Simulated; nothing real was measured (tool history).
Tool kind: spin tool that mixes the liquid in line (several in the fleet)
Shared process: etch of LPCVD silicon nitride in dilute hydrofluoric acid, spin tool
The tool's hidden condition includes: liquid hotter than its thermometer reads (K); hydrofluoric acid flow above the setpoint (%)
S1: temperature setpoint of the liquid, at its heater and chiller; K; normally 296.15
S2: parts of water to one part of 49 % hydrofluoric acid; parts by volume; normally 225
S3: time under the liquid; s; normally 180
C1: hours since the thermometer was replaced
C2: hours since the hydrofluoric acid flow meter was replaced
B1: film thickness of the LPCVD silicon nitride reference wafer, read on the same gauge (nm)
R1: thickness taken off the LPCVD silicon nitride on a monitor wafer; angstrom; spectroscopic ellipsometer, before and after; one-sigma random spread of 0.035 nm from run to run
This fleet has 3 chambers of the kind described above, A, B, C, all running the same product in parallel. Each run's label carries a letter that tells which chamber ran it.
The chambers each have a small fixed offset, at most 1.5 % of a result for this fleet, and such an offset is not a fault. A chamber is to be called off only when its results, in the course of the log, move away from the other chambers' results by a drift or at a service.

run	hour	S1	S2	S3	C1	C2	B1	R1
1C	4.6	296.15	225	180	268.5	253.4	30.007	3.1921
2A	8	296.15	225	180	108.3	82.4	30.029	3.2052
3B	12.3	296.15	225	180	233.8	950.3	29.972	3.5334
4A	16.4	296.15	225	180	116.7	90.8	30.038	3.4054
5C	19.1	296.15	225	180	283	267.9	29.99	3.2839
6B	21.8	296.15	225	180	243.3	959.8	29.958	3.5909
7B	25.4	296.15	225	180	246.9	963.4	29.985	3.5344
8A	29	296.15	225	180	129.3	103.4	29.988	3.1143
9C	32.2	296.15	145	180	296.1	281	29.955	5.5872
10A	37.1	296.15	145	180	137.4	111.5	30.03	5.4411
11B	39.5	296.15	145	180	261	977.5	30.047	5.2464
12C	42.8	296.15	225	180	306.7	291.6	30.025	3.6996
13B	46.4	296.15	225	180	267.9	984.4	29.997	3.5189
14C	49.1	296.15	225	180	313	297.9	30.036	3.2447
15A	53.1	296.15	225	180	153.4	127.5	29.994	2.9548
16A	55.3	296.15	225	180	155.6	129.7	30.001	2.5661
17B	59.6	296.15	225	180	281.1	997.6	29.986	4.1794
18C	63.8	299.15	320	180	327.7	312.6	30.003	3.2446
19B	66.3	299.15	320	180	287.8	1004.3	30.028	3.016
20A	70.1	299.15	320	180	170.4	144.5	29.996	2.8994
# hour 71.5: chamber B: hydrofluoric acid flow meter replaced
21C	73.2	296.15	225	180	337.1	322	29.999	3.744
22A	77.6	296.15	225	180	177.9	152	29.947	3.2919
23C	79.8	296.15	290	270	343.7	328.6	30.009	3.4836
24B	83.9	296.15	290	270	305.4	12.4	30.007	4.097
25B	88.4	296.15	290	270	309.9	16.9	30.025	3.8024
26C	91.8	296.15	225	180	355.7	340.6	30.044	3.6286
27A	95.3	296.15	225	180	195.6	169.7	30.002	3.4359
28B	97.9	296.15	225	180	319.4	26.4	29.995	3.4913
29A	102.1	296.15	225	180	202.4	176.5	29.977	3.631
30C	105.6	296.15	225	180	369.5	354.4	30.02	3.7585
31A	110.6	296.15	225	180	210.9	185	29.98	2.9205
32C	113.3	296.15	225	180	377.2	362.1	29.993	3.5919
33B	116.1	296.15	225	180	337.6	44.6	30.003	3.366
34B	119.9	296.15	225	180	341.4	48.4	29.982	3.4993
35A	123.7	296.15	225	180	224	198.1	30.007	3.1886
36C	126.2	296.15	225	180	390.1	375	29.997	3.3533
37C	128.6	296.15	225	180	392.5	377.4	29.983	3.7418
38A	131.1	296.15	225	180	231.4	205.5	29.99	3.3846
39B	135.1	299.65	270	180	356.6	63.6	30.009	4.059
40C	138.8	299.65	270	180	402.7	387.6	30.043	3.1353
41B	143.3	299.65	270	180	364.8	71.8	30.017	3.8732

Which is it: a chamber that has drifted or been left off by a service, a gauge drift common to all chambers, or only each chamber's usual small offset? If a chamber is off, name it and its likeliest cause.

Neither any chamber nor the gauge drifts; the chambers differ only by their own small, steady offsets.
